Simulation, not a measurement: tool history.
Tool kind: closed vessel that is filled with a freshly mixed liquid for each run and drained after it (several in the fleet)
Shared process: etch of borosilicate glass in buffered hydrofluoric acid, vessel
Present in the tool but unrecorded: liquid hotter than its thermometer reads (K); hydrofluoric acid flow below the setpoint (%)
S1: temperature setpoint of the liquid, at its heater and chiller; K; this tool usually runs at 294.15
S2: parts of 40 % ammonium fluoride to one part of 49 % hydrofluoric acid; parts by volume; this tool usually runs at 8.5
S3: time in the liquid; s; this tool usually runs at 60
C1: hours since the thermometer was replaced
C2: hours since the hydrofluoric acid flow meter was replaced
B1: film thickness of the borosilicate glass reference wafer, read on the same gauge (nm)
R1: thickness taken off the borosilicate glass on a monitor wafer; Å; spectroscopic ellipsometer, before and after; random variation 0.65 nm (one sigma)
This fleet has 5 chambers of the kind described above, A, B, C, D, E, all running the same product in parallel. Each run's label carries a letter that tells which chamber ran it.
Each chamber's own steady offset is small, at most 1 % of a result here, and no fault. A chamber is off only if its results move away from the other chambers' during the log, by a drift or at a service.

run	hour	S1	S2	S3	C1	C2	B1	R1
1C	5.0	294.15	8.5	60	313.8	1147.7	120.01	726.30
2E	10.0	294.15	8.5	60	1768.1	161.0	120.01	709.25
3D	16.6	294.15	8.5	60	1840.4	1136.1	120.01	720.90
4B	21.5	294.15	8.5	60	1003.7	915.5	120.00	717.94
5A	26.0	294.15	8.5	60	630.8	512.6	120.01	717.55
# hour 26.3: chamber A: thermometer replaced
6E	29.8	294.15	8.5	60	1787.9	180.8	119.99	714.31
7A	36.1	294.15	8.5	60	9.8	522.7	120.00	720.79
# hour 39.9: chamber E: thermometer replaced
8D	42.6	294.15	8.5	60	1866.4	1162.1	119.97	704.65
# hour 45.5: chamber D: hydrofluoric acid flow meter replaced
9B	46.3	294.15	8.5	60	1028.5	940.3	120.02	710.48
10C	53.8	294.15	8.5	60	362.6	1196.5	119.99	726.48
11A	58.1	294.15	7.0	85	31.8	544.7	120.04	1253.80
12C	64.9	294.15	7.0	85	373.7	1207.6	120.01	1268.30
13E	71.9	294.15	7.0	85	32.1	222.9	120.00	1243.20
14D	77.8	294.15	7.0	85	1901.6	32.3	120.03	1263.90
15B	84.3	294.15	7.0	85	1066.5	978.3	120.02	1265.30
16E	91.7	294.15	5.5	40	51.9	242.7	120.00	733.45
17B	97.8	294.15	5.5	40	1080.0	991.8	119.98	728.15
18D	104.9	294.15	5.5	40	1928.7	59.4	119.99	750.45
19C	110.1	294.15	5.5	40	418.9	1252.8	120.02	730.40
20A	116.6	294.15	5.5	40	90.3	603.2	120.02	732.11
21E	123.1	294.15	8.5	60	83.3	274.1	120.00	716.31
22C	128.0	294.15	8.5	60	436.8	1270.7	120.03	729.70
23B	133.8	294.15	8.5	60	1116.0	1027.8	120.01	723.22
24D	138.3	294.15	8.5	60	1962.1	92.8	120.03	730.62
25A	141.6	294.15	8.5	60	115.3	628.2	120.02	716.88
26B	145.5	294.15	10.5	60	1127.7	1039.5	120.01	594.75
27A	150.4	294.15	10.5	60	124.1	637.0	120.03	595.76
28D	156.7	294.15	10.5	60	1980.5	111.2	119.98	604.91
29E	161.8	294.15	10.5	60	122.0	312.8	120.05	590.47
# hour 164.9: chamber C: hydrofluoric acid flow meter replaced
30C	168.8	294.15	10.5	60	477.6	4.0	120.03	611.00
31E	175.1	294.15	8.5	60	135.3	326.1	119.98	710.36
32A	182.2	294.15	8.5	60	155.9	668.8	119.98	708.01
33D	186.3	294.15	8.5	60	2010.1	140.8	119.99	725.72
34B	192.6	294.15	6.5	35	1174.8	1086.6	119.99	558.44
35C	197.8	294.15	6.5	35	506.6	33.0	120.00	561.61
36C	204.4	294.15	6.5	35	513.2	39.6	120.02	558.78
37D	209.1	294.15	6.5	35	2032.9	163.6	120.02	548.29
38E	212.8	294.15	6.5	35	173.0	363.8	119.97	554.48
39B	216.5	294.15	8.5	60	1198.7	1110.5	120.01	708.31

Is one chamber out of step, is the gauge drifting, or do the chambers differ by no more than their own small offsets? For an off chamber, give its letter and the likeliest cause.

The fleet is healthy, with each chamber sitting at its usual small offset and no drift in the gauge.

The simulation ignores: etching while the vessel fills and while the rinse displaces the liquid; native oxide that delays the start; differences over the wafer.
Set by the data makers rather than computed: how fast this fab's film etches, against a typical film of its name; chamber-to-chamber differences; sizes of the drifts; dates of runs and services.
